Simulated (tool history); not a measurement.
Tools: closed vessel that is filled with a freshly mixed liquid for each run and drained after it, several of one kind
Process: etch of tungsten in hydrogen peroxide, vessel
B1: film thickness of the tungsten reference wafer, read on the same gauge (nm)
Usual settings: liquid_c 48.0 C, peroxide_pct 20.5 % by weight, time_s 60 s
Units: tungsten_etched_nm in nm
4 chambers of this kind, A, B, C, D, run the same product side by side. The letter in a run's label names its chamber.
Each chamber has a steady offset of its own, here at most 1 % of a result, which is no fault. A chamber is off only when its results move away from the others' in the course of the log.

{"run": "1A", "hour": 4.2, "liquid_c": 48.0, "peroxide_pct": 20.5, "time_s": 60, "B1": 69.998, "tungsten_etched_nm": 94.984}
{"run": "2B", "hour": 9.0, "liquid_c": 48.0, "peroxide_pct": 20.5, "time_s": 60, "B1": 70.012, "tungsten_etched_nm": 94.122}
{"run": "3C", "hour": 11.9, "liquid_c": 48.0, "peroxide_pct": 20.5, "time_s": 60, "B1": 70.025, "tungsten_etched_nm": 95.156}
{"run": "4D", "hour": 15.3, "liquid_c": 48.0, "peroxide_pct": 20.5, "time_s": 60, "B1": 70.02, "tungsten_etched_nm": 95.485}
{"run": "5D", "hour": 21.1, "liquid_c": 48.0, "peroxide_pct": 20.5, "time_s": 60, "B1": 69.961, "tungsten_etched_nm": 95.453}
{"run": "6A", "hour": 25.0, "liquid_c": 48.0, "peroxide_pct": 25.0, "time_s": 80, "B1": 70.008, "tungsten_etched_nm": 139.77}
{"run": "7B", "hour": 29.0, "liquid_c": 48.0, "peroxide_pct": 25.0, "time_s": 80, "B1": 70.023, "tungsten_etched_nm": 138.6}
{"run": "8C", "hour": 33.1, "liquid_c": 48.0, "peroxide_pct": 25.0, "time_s": 80, "B1": 69.996, "tungsten_etched_nm": 139.58}
{"run": "9B", "hour": 38.5, "liquid_c": 48.0, "peroxide_pct": 25.0, "time_s": 80, "B1": 69.989, "tungsten_etched_nm": 138.4}
{"run": "10D", "hour": 42.7, "liquid_c": 51.5, "peroxide_pct": 25.5, "time_s": 60, "B1": 70.01, "tungsten_etched_nm": 131.46}
{"run": "11C", "hour": 45.8, "liquid_c": 51.5, "peroxide_pct": 25.5, "time_s": 60, "B1": 69.98, "tungsten_etched_nm": 131.54}
{"run": "12A", "hour": 48.6, "liquid_c": 51.5, "peroxide_pct": 25.5, "time_s": 60, "B1": 70.022, "tungsten_etched_nm": 131.75}
{"hour": 51.3, "done": "chamber B: new drum of peroxide connected"}
{"run": "13B", "hour": 54.9, "liquid_c": 51.5, "peroxide_pct": 25.5, "time_s": 60, "B1": 70.003, "tungsten_etched_nm": 131.17}
{"run": "14D", "hour": 60.2, "liquid_c": 48.0, "peroxide_pct": 20.5, "time_s": 60, "B1": 69.998, "tungsten_etched_nm": 95.205}
{"run": "15C", "hour": 66.0, "liquid_c": 48.0, "peroxide_pct": 20.5, "time_s": 60, "B1": 69.997, "tungsten_etched_nm": 95.254}
{"run": "16A", "hour": 69.6, "liquid_c": 48.0, "peroxide_pct": 18.0, "time_s": 60, "B1": 70.011, "tungsten_etched_nm": 88.279}
{"run": "17D", "hour": 74.7, "liquid_c": 48.0, "peroxide_pct": 18.0, "time_s": 60, "B1": 70.012, "tungsten_etched_nm": 89.566}
{"run": "18B", "hour": 79.3, "liquid_c": 48.0, "peroxide_pct": 18.0, "time_s": 60, "B1": 70.008, "tungsten_etched_nm": 88.5}
{"run": "19A", "hour": 83.7, "liquid_c": 48.0, "peroxide_pct": 18.0, "time_s": 60, "B1": 70.013, "tungsten_etched_nm": 89.575}
{"hour": 86.2, "done": "chamber C: peroxide flow meter replaced"}
{"run": "20C", "hour": 87.3, "liquid_c": 48.0, "peroxide_pct": 20.5, "time_s": 60, "B1": 70.015, "tungsten_etched_nm": 95.893}
{"run": "21B", "hour": 91.7, "liquid_c": 48.0, "peroxide_pct": 20.5, "time_s": 30, "B1": 70.012, "tungsten_etched_nm": 46.908}
{"run": "22A", "hour": 95.2, "liquid_c": 48.0, "peroxide_pct": 20.5, "time_s": 30, "B1": 69.997, "tungsten_etched_nm": 47.761}
{"run": "23D", "hour": 98.2, "liquid_c": 48.0, "peroxide_pct": 20.5, "time_s": 30, "B1": 69.99, "tungsten_etched_nm": 47.518}
{"run": "24C", "hour": 101.8, "liquid_c": 48.0, "peroxide_pct": 20.5, "time_s": 30, "B1": 70.019, "tungsten_etched_nm": 47.909}
{"run": "25D", "hour": 106.9, "liquid_c": 48.0, "peroxide_pct": 20.5, "time_s": 60, "B1": 69.987, "tungsten_etched_nm": 94.998}
{"run": "26B", "hour": 110.2, "liquid_c": 48.0, "peroxide_pct": 20.5, "time_s": 60, "B1": 69.977, "tungsten_etched_nm": 94.821}
{"hour": 111.3, "done": "chamber C: new drum of peroxide connected"}
{"run": "27C", "hour": 116.1, "liquid_c": 48.0, "peroxide_pct": 20.5, "time_s": 60, "B1": 70.007, "tungsten_etched_nm": 95.541}
{"run": "28A", "hour": 120.6, "liquid_c": 48.0, "peroxide_pct": 20.5, "time_s": 60, "B1": 70.017, "tungsten_etched_nm": 95.489}
{"run": "29B", "hour": 126.9, "liquid_c": 48.0, "peroxide_pct": 20.5, "time_s": 60, "B1": 70.016, "tungsten_etched_nm": 94.561}
{"run": "30D", "hour": 132.2, "liquid_c": 38.5, "peroxide_pct": 25.0, "time_s": 60, "B1": 70.01, "tungsten_etched_nm": 57.756}
{"run": "31C", "hour": 138.1, "liquid_c": 38.5, "peroxide_pct": 25.0, "time_s": 60, "B1": 70.005, "tungsten_etched_nm": 58.445}
{"run": "32A", "hour": 142.2, "liquid_c": 38.5, "peroxide_pct": 25.0, "time_s": 60, "B1": 69.976, "tungsten_etched_nm": 56.808}
{"run": "33A", "hour": 147.5, "liquid_c": 38.5, "peroxide_pct": 25.0, "time_s": 60, "B1": 69.99, "tungsten_etched_nm": 57.102}
{"run": "34B", "hour": 153.6, "liquid_c": 48.0, "peroxide_pct": 20.5, "time_s": 60, "B1": 69.996, "tungsten_etched_nm": 94.369}
{"run": "35D", "hour": 158.4, "liquid_c": 52.0, "peroxide_pct": 20.5, "time_s": 60, "B1": 70.016, "tungsten_etched_nm": 120.87}
{"run": "36C", "hour": 161.2, "liquid_c": 52.0, "peroxide_pct": 20.5, "time_s": 60, "B1": 70.01, "tungsten_etched_nm": 124.22}
{"run": "37C", "hour": 167.2, "liquid_c": 52.0, "peroxide_pct": 20.5, "time_s": 60, "B1": 70.02, "tungsten_etched_nm": 124.66}
{"run": "38B", "hour": 173.1, "liquid_c": 52.0, "peroxide_pct": 20.5, "time_s": 60, "B1": 69.994, "tungsten_etched_nm": 119.75}
{"run": "39A", "hour": 176.1, "liquid_c": 48.0, "peroxide_pct": 20.5, "time_s": 60, "B1": 69.967, "tungsten_etched_nm": 95.12}
{"run": "40D", "hour": 180.4, "liquid_c": 48.0, "peroxide_pct": 20.5, "time_s": 80, "B1": 70.004, "tungsten_etched_nm": 126.36}
{"run": "41D", "hour": 183.3, "liquid_c": 48.0, "peroxide_pct": 20.5, "time_s": 80, "B1": 69.988, "tungsten_etched_nm": 126.89}
{"run": "42B", "hour": 187.6, "liquid_c": 48.0, "peroxide_pct": 20.5, "time_s": 80, "B1": 69.986, "tungsten_etched_nm": 126.07}

All 4 chambers run these settings next. Forecast each chamber's results:
{"run": "43A", "hour": 192.2, "liquid_c": 56.0, "peroxide_pct": 20.5, "time_s": 60, "tungsten_etched_nm": "?"}
{"run": "43B", "hour": 192.2, "liquid_c": 56.0, "peroxide_pct": 20.5, "time_s": 60, "tungsten_etched_nm": "?"}
{"run": "43C", "hour": 192.2, "liquid_c": 56.0, "peroxide_pct": 20.5, "time_s": 60, "tungsten_etched_nm": "?"}
{"run": "43D", "hour": 192.2, "liquid_c": 56.0, "peroxide_pct": 20.5, "time_s": 60, "tungsten_etched_nm": "?"}

run=43A tungsten_etched_nm=155.780
run=43B tungsten_etched_nm=153.150
run=43C tungsten_etched_nm=159.250
run=43D tungsten_etched_nm=152.790

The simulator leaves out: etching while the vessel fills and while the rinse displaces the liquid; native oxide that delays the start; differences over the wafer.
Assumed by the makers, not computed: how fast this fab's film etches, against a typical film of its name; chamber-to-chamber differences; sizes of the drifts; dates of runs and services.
